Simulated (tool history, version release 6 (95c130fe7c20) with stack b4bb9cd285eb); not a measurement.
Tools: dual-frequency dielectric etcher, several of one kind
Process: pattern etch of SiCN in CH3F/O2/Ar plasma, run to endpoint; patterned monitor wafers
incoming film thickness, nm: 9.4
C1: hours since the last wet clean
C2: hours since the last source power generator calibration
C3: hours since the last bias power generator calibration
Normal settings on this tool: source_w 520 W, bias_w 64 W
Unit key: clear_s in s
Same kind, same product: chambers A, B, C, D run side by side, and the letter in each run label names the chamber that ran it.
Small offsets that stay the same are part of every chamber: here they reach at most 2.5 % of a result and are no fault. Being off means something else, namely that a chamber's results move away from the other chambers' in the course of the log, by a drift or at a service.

At hour 2.8: chamber C: source power generator calibrated.
Run 1B, hour 9.4: usual settings; C1 255.2; C2 2899.1; C3 2736.5. Result: clear_s 23.566 s.
Run 2C, hour 22.2: usual settings; C1 193.1; C2 19.5; C3 1796.4. Result: clear_s 23.388 s.
Run 3A, hour 35.4: usual settings; C1 196.3; C2 884.5; C3 2069.8. Result: clear_s 23.211 s.
Run 4D, hour 42.8: usual settings; C1 240.5; C2 2601.7; C3 797.5. Result: clear_s 24 s.
Run 5C, hour 52.1: usual settings; C1 223; C2 49.4; C3 1826.3. Result: clear_s 23.506 s.
Run 6D, hour 63.7: usual settings; C1 261.4; C2 2622.6; C3 818.4. Result: clear_s 23.985 s.
Run 7B, hour 78.2: usual settings; C1 324; C2 2967.9; C3 2805.3. Result: clear_s 23.292 s.
Run 8A, hour 90.7: usual settings; C1 251.6; C2 939.8; C3 2125.1. Result: clear_s 23.531 s.
Run 9B, hour 102.6: usual settings; C1 348.4; C2 2992.3; C3 2829.7. Result: clear_s 23.427 s.
Run 10D, hour 116.4: usual settings but bias_w 50 W; C1 314.1; C2 2675.3; C3 871.1. Result: clear_s 26.632 s.
Run 11C, hour 125.8: usual settings but bias_w 50 W; C1 296.7; C2 123.1; C3 1900. Result: clear_s 25.466 s.
Run 12A, hour 137.7: usual settings but bias_w 50 W; C1 298.6; C2 986.8; C3 2172.1. Result: clear_s 26.108 s.
At hour 145.4: chamber D: wet clean of the chamber.
Run 13C, hour 149.2: usual settings but bias_w 50 W; C1 320.1; C2 146.5; C3 1923.4. Result: clear_s 25.919 s.
Run 14B, hour 161.6: usual settings but source_w 430 W; C1 407.4; C2 3051.3; C3 2888.7. Result: clear_s 25.18 s.
Run 15A, hour 169.1: usual settings but source_w 430 W; C1 330; C2 1018.2; C3 2203.5. Result: clear_s 25.312 s.
At hour 169.9: chamber B: wet clean of the chamber.
Run 16D, hour 177.7: usual settings but source_w 430 W; C1 32.4; C2 2736.6; C3 932.4. Result: clear_s 26.07 s.
Run 17B, hour 191.1: usual settings but source_w 430 W; C1 21.3; C2 3080.8; C3 2918.2. Result: clear_s 25.412 s.
Run 18C, hour 199.4: usual settings but bias_w 57 W; C1 370.3; C2 196.7; C3 1973.6. Result: clear_s 24.831 s.
Run 19D, hour 206.8: usual settings but bias_w 57 W; C1 61.5; C2 2765.7; C3 961.5. Result: clear_s 25.055 s.
Run 20A, hour 216.8: usual settings but bias_w 57 W; C1 377.7; C2 1065.9; C3 2251.2. Result: clear_s 24.386 s.
Run 21A, hour 225.9: usual settings but bias_w 57 W; C1 386.8; C2 1075; C3 2260.3. Result: clear_s 24.251 s.
Run 22B, hour 240: usual settings; C1 70.2; C2 3129.7; C3 2967.1. Result: clear_s 23.735 s.
Run 23D, hour 249.4: usual settings; C1 104.1; C2 2808.3; C3 1004.1. Result: clear_s 24.592 s.
Run 24C, hour 265.1: usual settings; C1 436; C2 262.4; C3 2039.3. Result: clear_s 23.211 s.
Run 25B, hour 272.5: usual settings but source_w 400 W, bias_w 58 W; C1 102.7; C2 3162.2; C3 2999.6. Result: clear_s 27.155 s.
Run 26A, hour 283.8: usual settings but source_w 400 W, bias_w 58 W; C1 444.7; C2 1132.9; C3 2318.2. Result: clear_s 27.234 s.
At hour 286.8: chamber A: wet clean of the chamber.
Run 27D, hour 294.3: usual settings but source_w 400 W, bias_w 58 W; C1 149; C2 2853.2; C3 1049. Result: clear_s 27.973 s.
Run 28C, hour 306.7: usual settings but source_w 400 W, bias_w 58 W; C1 477.6; C2 304; C3 2080.9. Result: clear_s 27.097 s.
Run 29A, hour 319.5: usual settings; C1 32.8; C2 1168.6; C3 2353.9. Result: clear_s 23.456 s.
Run 30C, hour 329.5: usual settings; C1 500.4; C2 326.8; C3 2103.7. Result: clear_s 23.485 s.
Run 31B, hour 337.4: usual settings; C1 167.6; C2 3227.1; C3 3064.5. Result: clear_s 23.803 s.
Run 32D, hour 351.8: usual settings; C1 206.5; C2 2910.7; C3 1106.5. Result: clear_s 24.266 s.

All 4 chambers run these settings next. Forecast each chamber's results:
Run 33A, hour 363.2: usual settings. Result: clear_s ?.
Run 33B, hour 363.2: usual settings. Result: clear_s ?.
Run 33C, hour 363.2: usual settings. Result: clear_s ?.
Run 33D, hour 363.2: usual settings. Result: clear_s ?.

run  clear_s
33A   23.425
33B   23.341
33C   23.525
33D   24.253
